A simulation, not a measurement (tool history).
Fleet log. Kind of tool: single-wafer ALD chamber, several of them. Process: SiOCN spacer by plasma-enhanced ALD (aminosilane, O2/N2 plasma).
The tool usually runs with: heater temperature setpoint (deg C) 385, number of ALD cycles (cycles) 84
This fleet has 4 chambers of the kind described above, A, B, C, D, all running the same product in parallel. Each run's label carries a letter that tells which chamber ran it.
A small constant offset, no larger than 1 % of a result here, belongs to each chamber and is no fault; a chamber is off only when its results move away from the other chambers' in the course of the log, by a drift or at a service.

| run | hour | heater temperature setpoint (deg C) | number of ALD cycles (cycles) | hours since the last thermocouple change | read-back reference wafer on the same gauge, thickness_nm | mean film thickness on the monitor wafer (Å) |
|---|---|---|---|---|---|---|
|  | 1.7 | chamber D: thermocouple changed; heater temperature recalibrated |
| 1C | 6.6 | 385 | 84 | 3015.4 | 5.5184 | 50.526 |
| 2A | 15.1 | 385 | 84 | 420.4 | 5.5045 | 50.345 |
| 3B | 20.7 | 385 | 84 | 908.0 | 5.5119 | 50.927 |
| 4D | 29.5 | 385 | 84 | 27.9 | 5.5083 | 50.423 |
| 5C | 34.6 | 385 | 84 | 3043.4 | 5.5055 | 50.368 |
| 6D | 40.3 | 385 | 84 | 38.7 | 5.5087 | 50.459 |
| 7B | 48.0 | 385 | 90 | 935.3 | 5.5117 | 54.596 |
| 8A | 52.3 | 385 | 90 | 457.6 | 5.5110 | 54.066 |
| 9B | 58.9 | 385 | 90 | 946.2 | 5.5069 | 54.724 |
| 10A | 65.2 | 385 | 90 | 470.5 | 5.5135 | 53.824 |
| 11D | 69.0 | 385 | 84 | 67.4 | 5.5131 | 50.762 |
| 12C | 76.8 | 385 | 84 | 3085.6 | 5.5082 | 50.267 |
| 13D | 81.1 | 385 | 84 | 79.5 | 5.5090 | 50.319 |
| 14C | 85.5 | 385 | 100 | 3094.3 | 5.5089 | 60.084 |
| 15A | 91.3 | 385 | 100 | 496.6 | 5.5115 | 59.973 |
|  | 94.2 | chamber C: thermocouple changed; heater temperature recalibrated |
| 16B | 98.1 | 385 | 100 | 985.4 | 5.5125 | 60.648 |
| 17D | 103.2 | 385 | 100 | 101.6 | 5.5134 | 60.090 |
| 18B | 108.5 | 385 | 84 | 995.8 | 5.5161 | 51.347 |
| 19C | 116.9 | 385 | 84 | 22.8 | 5.5067 | 50.212 |
| 20A | 125.3 | 385 | 84 | 530.6 | 5.5101 | 50.026 |
| 21A | 131.6 | 385 | 84 | 536.9 | 5.5115 | 50.462 |
| 22D | 140.1 | 385 | 84 | 138.5 | 5.5103 | 50.495 |
| 23B | 146.9 | 385 | 84 | 1034.2 | 5.5115 | 51.369 |
| 24C | 151.9 | 385 | 84 | 57.8 | 5.5105 | 50.586 |
| 25B | 160.6 | 385 | 84 | 1047.9 | 5.5111 | 51.363 |
| 26A | 168.9 | 373 | 91 | 574.2 | 5.5119 | 54.593 |
| 27C | 176.6 | 373 | 91 | 82.5 | 5.5139 | 54.678 |
| 28D | 181.0 | 373 | 91 | 179.4 | 5.5126 | 54.704 |
| 29B | 185.6 | 373 | 91 | 1072.9 | 5.5100 | 54.912 |
| 30A | 193.3 | 380 | 100 | 598.6 | 5.5134 | 60.113 |
| 31C | 198.4 | 380 | 100 | 104.3 | 5.5104 | 60.125 |
| 32D | 203.1 | 380 | 100 | 201.5 | 5.5101 | 59.946 |
| 33D | 207.0 | 380 | 100 | 205.4 | 5.5160 | 59.886 |

Each of the 4 chambers runs these same settings next. Fill in every chamber's results:
| 34A | 213.3 | 385 | 84 |  |  | ? |
| 34B | 213.3 | 385 | 84 |  |  | ? |
| 34C | 213.3 | 385 | 84 |  |  | ? |
| 34D | 213.3 | 385 | 84 |  |  | ? |

| run | mean film thickness on the monitor wafer (Å) |
|---|---|
| 34A | 50.524 |
| 34B | 50.990 |
| 34C | 50.537 |
| 34D | 50.502 |
